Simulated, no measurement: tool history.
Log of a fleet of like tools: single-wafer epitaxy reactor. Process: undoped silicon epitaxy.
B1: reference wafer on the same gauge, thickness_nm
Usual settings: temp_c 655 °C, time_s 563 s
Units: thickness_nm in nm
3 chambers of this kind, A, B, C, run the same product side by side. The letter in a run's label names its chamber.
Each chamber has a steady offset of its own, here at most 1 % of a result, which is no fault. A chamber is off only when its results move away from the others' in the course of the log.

{"run": "1C", "hour": 13.0, "temp_c": 655, "time_s": 563, "B1": 101, "thickness_nm": 104.88}
{"run": "2A", "hour": 26.3, "temp_c": 655, "time_s": 563, "B1": 100.99, "thickness_nm": 104.34}
{"run": "3B", "hour": 34.2, "temp_c": 655, "time_s": 563, "B1": 100.99, "thickness_nm": 105.19}
{"run": "4B", "hour": 41.6, "temp_c": 655, "time_s": 563, "B1": 100.99, "thickness_nm": 105.93}
{"run": "5A", "hour": 51.9, "temp_c": 655, "time_s": 563, "B1": 101.03, "thickness_nm": 104.65}
{"run": "6C", "hour": 63.0, "temp_c": 643, "time_s": 489, "B1": 100.99, "thickness_nm": 70.713}
{"run": "7B", "hour": 70.2, "temp_c": 643, "time_s": 489, "B1": 100.88, "thickness_nm": 70.196}
{"run": "8C", "hour": 81.3, "temp_c": 643, "time_s": 489, "B1": 100.93, "thickness_nm": 70.22}
{"run": "9A", "hour": 91.3, "temp_c": 655, "time_s": 563, "B1": 101.06, "thickness_nm": 104.77}
{"run": "10C", "hour": 102.7, "temp_c": 655, "time_s": 563, "B1": 101.04, "thickness_nm": 105.45}
{"run": "11A", "hour": 108.9, "temp_c": 655, "time_s": 563, "B1": 101, "thickness_nm": 104.86}
{"run": "12B", "hour": 122.1, "temp_c": 655, "time_s": 563, "B1": 101.1, "thickness_nm": 104.52}
{"run": "13A", "hour": 133.3, "temp_c": 655, "time_s": 563, "B1": 101.04, "thickness_nm": 104.61}
{"run": "14C", "hour": 140.9, "temp_c": 655, "time_s": 563, "B1": 100.98, "thickness_nm": 104.89}
{"run": "15B", "hour": 151.3, "temp_c": 655, "time_s": 563, "B1": 101.02, "thickness_nm": 105.52}
{"run": "16B", "hour": 163.9, "temp_c": 655, "time_s": 563, "B1": 101, "thickness_nm": 104.73}
{"run": "17C", "hour": 174.1, "temp_c": 655, "time_s": 563, "B1": 100.97, "thickness_nm": 105.11}
{"run": "18A", "hour": 181.4, "temp_c": 655, "time_s": 563, "B1": 100.94, "thickness_nm": 104.85}
{"run": "19A", "hour": 192.4, "temp_c": 655, "time_s": 563, "B1": 101.07, "thickness_nm": 104.7}
{"run": "20C", "hour": 203.4, "temp_c": 655, "time_s": 563, "B1": 101.07, "thickness_nm": 105.31}
{"run": "21B", "hour": 213.6, "temp_c": 655, "time_s": 563, "B1": 101.09, "thickness_nm": 103.96}
{"run": "22C", "hour": 226.4, "temp_c": 655, "time_s": 563, "B1": 101.08, "thickness_nm": 105.13}
{"run": "23A", "hour": 234.1, "temp_c": 655, "time_s": 563, "B1": 100.94, "thickness_nm": 104.82}
{"run": "24B", "hour": 240.7, "temp_c": 655, "time_s": 563, "B1": 101, "thickness_nm": 104.24}
{"run": "25A", "hour": 253.4, "temp_c": 655, "time_s": 563, "B1": 101.03, "thickness_nm": 104.83}
{"run": "26B", "hour": 264.5, "temp_c": 655, "time_s": 563, "B1": 101.05, "thickness_nm": 103.46}
{"run": "27C", "hour": 276.8, "temp_c": 655, "time_s": 563, "B1": 100.95, "thickness_nm": 105.56}
{"run": "28A", "hour": 287.2, "temp_c": 655, "time_s": 563, "B1": 100.9, "thickness_nm": 104.42}
{"run": "29B", "hour": 300.5, "temp_c": 655, "time_s": 563, "B1": 100.94, "thickness_nm": 103.45}
{"run": "30C", "hour": 306.5, "temp_c": 655, "time_s": 563, "B1": 100.96, "thickness_nm": 104.89}
{"run": "31B", "hour": 319.8, "temp_c": 655, "time_s": 456, "B1": 100.97, "thickness_nm": 83.942}
{"run": "32A", "hour": 330.4, "temp_c": 655, "time_s": 456, "B1": 100.94, "thickness_nm": 84.848}
{"run": "33C", "hour": 340.9, "temp_c": 655, "time_s": 456, "B1": 100.99, "thickness_nm": 85.421}
{"run": "34A", "hour": 352.7, "temp_c": 655, "time_s": 563, "B1": 100.94, "thickness_nm": 105.38}
{"run": "35C", "hour": 362.5, "temp_c": 655, "time_s": 563, "B1": 101.04, "thickness_nm": 105.37}
{"run": "36B", "hour": 375.3, "temp_c": 655, "time_s": 563, "B1": 100.95, "thickness_nm": 102.54}
{"run": "37B", "hour": 386.4, "temp_c": 655, "time_s": 563, "B1": 100.9, "thickness_nm": 103.84}
{"run": "38C", "hour": 399.2, "temp_c": 655, "time_s": 563, "B1": 101.02, "thickness_nm": 104.97}
{"run": "39A", "hour": 406.7, "temp_c": 655, "time_s": 563, "B1": 101.03, "thickness_nm": 105.07}
{"run": "40A", "hour": 420.0, "temp_c": 668, "time_s": 563, "B1": 100.99, "thickness_nm": 137.21}
{"run": "41B", "hour": 433.0, "temp_c": 668, "time_s": 563, "B1": 101.03, "thickness_nm": 136.85}
{"run": "42C", "hour": 441.1, "temp_c": 668, "time_s": 563, "B1": 100.97, "thickness_nm": 139.48}
{"run": "43B", "hour": 448.3, "temp_c": 655, "time_s": 563, "B1": 100.99, "thickness_nm": 102.82}

All 3 chambers run these settings next. Forecast each chamber's results:
{"run": "44A", "hour": 458.1, "temp_c": 655, "time_s": 563, "thickness_nm": "?"}
{"run": "44B", "hour": 458.1, "temp_c": 655, "time_s": 563, "thickness_nm": "?"}
{"run": "44C", "hour": 458.1, "temp_c": 655, "time_s": 563, "thickness_nm": "?"}

run=44A thickness_nm=104.85
run=44B thickness_nm=102.57
run=44C thickness_nm=105.94
